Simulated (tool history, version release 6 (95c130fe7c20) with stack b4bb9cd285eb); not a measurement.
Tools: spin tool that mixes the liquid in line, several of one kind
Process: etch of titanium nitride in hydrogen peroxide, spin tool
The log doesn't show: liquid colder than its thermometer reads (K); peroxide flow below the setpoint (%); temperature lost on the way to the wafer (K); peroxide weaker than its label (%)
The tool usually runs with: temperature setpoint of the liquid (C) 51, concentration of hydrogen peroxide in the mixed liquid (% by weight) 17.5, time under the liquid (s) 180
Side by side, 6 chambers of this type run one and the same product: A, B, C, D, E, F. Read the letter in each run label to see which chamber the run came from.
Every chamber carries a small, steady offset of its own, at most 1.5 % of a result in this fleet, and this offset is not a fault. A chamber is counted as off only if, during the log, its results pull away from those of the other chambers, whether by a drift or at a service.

run   hour  temperature setpoint of the liquid (C)  concentration of hydrogen peroxide in the mixed liquid (% by weight)  time under the liquid (s)  hours since the thermometer was replaced  hours since the peroxide flow meter was replaced  hours since the heated supply line was repaired  hours since the drum of peroxide was connected  read-back film thickness of the titanium nitride reference wafer, read on the same gauge (nm)  thickness taken off the titanium nitride on a monitor wafer (Å)
 1A    2.3                                      51                                                                  17.5                        180                                    1350.2                                             125.4                                           1240.8                                           675.8                                                                                         129.98                                                           71.940
 2F    5.1                                      51                                                                  17.5                        180                                    1409.5                                             249.3                                           1052.1                                           751.2                                                                                         129.99                                                           75.077
 3D    9.3                                      51                                                                  17.5                        180                                     525.0                                             984.1                                           1105.4                                           590.5                                                                                         130.02                                                           74.698
       9.5  -- chamber F: thermometer replaced
 4E   13.6                                      51                                                                  17.5                        180                                    1419.5                                             597.2                                           3094.5                                           159.3                                                                                         130.01                                                           74.083
 5C   18.5                                      51                                                                  17.5                        180                                     808.3                                            1188.3                                           2046.0                                           995.8                                                                                         130.02                                                           73.970
 6B   20.8                                      51                                                                  17.5                        180                                     816.8                                             878.3                                            550.0                                           539.8                                                                                         129.99                                                           73.789
 7C   24.5                                      51                                                                  17.5                        180                                     814.3                                            1194.3                                           2052.0                                          1001.8                                                                                         130.00                                                           73.816
 8A   28.2                                      51                                                                  17.5                        180                                    1376.1                                             151.3                                           1266.7                                           701.7                                                                                         129.98                                                           73.347
 9F   32.5                                      51                                                                  17.5                        180                                      23.1                                             276.7                                           1079.5                                           778.6                                                                                         129.99                                                           75.234
10B   36.9                                      51                                                                  17.5                        180                                     832.9                                             894.4                                            566.1                                           555.9                                                                                         130.00                                                           73.466
11E   42.1                                      51                                                                  17.5                        180                                    1448.0                                             625.7                                           3123.0                                           187.8                                                                                         130.01                                                           74.505
12D   46.0                                      51                                                                  17.5                        180                                     561.7                                            1020.8                                           1142.1                                           627.2                                                                                         130.01                                                           75.286
13B   50.6                                      51                                                                  17.5                        180                                     846.6                                             908.1                                            579.8                                           569.6                                                                                         130.02                                                           73.499
14F   53.0                                      51                                                                  17.5                        180                                      43.6                                             297.2                                           1100.0                                           799.1                                                                                         130.01                                                           73.958
15E   56.5                                      51                                                                  17.5                        180                                    1462.4                                             640.1                                           3137.4                                           202.2                                                                                         130.01                                                           74.230
16C   59.0                                      51                                                                  17.5                        180                                     848.8                                            1228.8                                           2086.5                                          1036.3                                                                                         130.00                                                           74.309
17A   61.8                                      51                                                                  17.5                        180                                    1409.7                                             184.9                                           1300.3                                           735.3                                                                                         129.97                                                           72.985
18D   65.2                                      51                                                                  17.5                        180                                     580.9                                            1040.0                                           1161.3                                           646.4                                                                                         129.99                                                           75.443
19D   69.7                                      51                                                                  17.5                        180                                     585.4                                            1044.5                                           1165.8                                           650.9                                                                                         130.00                                                           75.070
20B   73.0                                      51                                                                  17.5                        180                                     869.0                                             930.5                                            602.2                                           592.0                                                                                         130.00                                                           72.897
21C   76.9                                      51                                                                  17.5                        180                                     866.7                                            1246.7                                           2104.4                                          1054.2                                                                                         130.01                                                           74.674
22E   80.6                                      51                                                                  17.5                        180                                    1486.5                                             664.2                                           3161.5                                           226.3                                                                                         129.98                                                           73.282
23A   85.7                                      51                                                                  17.5                        180                                    1433.6                                             208.8                                           1324.2                                           759.2                                                                                         130.02                                                           73.284
24F   90.4                                      51                                                                  17.5                        180                                      81.0                                             334.6                                           1137.4                                           836.5                                                                                         129.97                                                           74.443
      91.3  -- chamber D: thermometer replaced
25D   92.9                                      51                                                                  17.5                        180                                       1.6                                            1067.7                                           1189.0                                           674.1                                                                                         129.99                                                           74.918
26C   95.9                                      51                                                                  17.5                        180                                     885.7                                            1265.7                                           2123.4                                          1073.2                                                                                         129.99                                                           73.833
27F   99.3                                      51                                                                  17.5                        180                                      89.9                                             343.5                                           1146.3                                           845.4                                                                                         130.00                                                           73.845
28A  104.2                                      51                                                                  16.0                        220                                    1452.1                                             227.3                                           1342.7                                           777.7                                                                                         130.01                                                           88.292
     106.7  -- chamber C: new drum of peroxide connected
29B  108.5                                      51                                                                  16.0                        220                                     904.5                                             966.0                                            637.7                                           627.5                                                                                         129.98                                                           86.745
30E  111.0                                      51                                                                  16.0                        220                                    1516.9                                             694.6                                           3191.9                                           256.7                                                                                         129.98                                                           88.908
     112.8  -- chamber A: thermometer replaced
31E  115.3                                      51                                                                  16.0                        220                                    1521.2                                             698.9                                           3196.2                                           261.0                                                                                         130.01                                                           89.499
32A  119.5                                      51                                                                  16.0                        220                                       6.8                                             242.6                                           1358.0                                           793.0                                                                                         130.01                                                           88.057
33B  122.0                                      51                                                                  16.0                        220                                     918.0                                             979.5                                            651.2                                           641.0                                                                                         129.99                                                           88.614
34F  125.1                                      51                                                                  17.5                        180                                     115.7                                             369.3                                           1172.1                                           871.2                                                                                         130.01                                                           74.545
35D  128.3                                      51                                                                  17.5                        180                                      37.0                                            1103.1                                           1224.4                                           709.5                                                                                         129.99                                                           74.208
36C  131.4                                      51                                                                  17.5                        180                                     921.2                                            1301.2                                           2158.9                                            24.8                                                                                         129.99                                                           74.331
37D  136.5                                      51                                                                  17.5                        180                                      45.2                                            1111.3                                           1232.6                                           717.7                                                                                         129.98                                                           74.308
38A  139.0                                      51                                                                  17.5                        180                                      26.3                                             262.1                                           1377.5                                           812.5                                                                                         130.03                                                           73.427
39C  143.4                                      51                                                                  17.5                        180                                     933.2                                            1313.2                                           2170.9                                            36.8                                                                                         129.98                                                           75.105
40E  147.3                                      51                                                                  17.5                        180                                    1553.2                                             730.9                                           3228.2                                           293.0                                                                                         129.99                                                           74.037
41F  151.2                                      51                                                                  17.5                        180                                     141.8                                             395.4                                           1198.2                                           897.3                                                                                         129.99                                                           74.403

Predict what each chamber gives when all 6 of them run the settings below next.
42A  154.9                                      51                                                                  17.5                        110                                                                                                                                                                                                                                                                                                                                                            ?
42B  154.9                                      51                                                                  17.5                        110                                                                                                                                                                                                                                                                                                                                                            ?
42C  154.9                                      51                                                                  17.5                        110                                                                                                                                                                                                                                                                                                                                                            ?
42D  154.9                                      51                                                                  17.5                        110                                                                                                                                                                                                                                                                                                                                                            ?
42E  154.9                                      51                                                                  17.5                        110                                                                                                                                                                                                                                                                                                                                                            ?
42F  154.9                                      51                                                                  17.5                        110                                                                                                                                                                                                                                                                                                                                                            ?

run  thickness taken off the titanium nitride on a monitor wafer (Å)
42A                                                           44.738
42B                                                           44.518
42C                                                           45.071
42D                                                           45.459
42E                                                           45.152
42F                                                           44.926
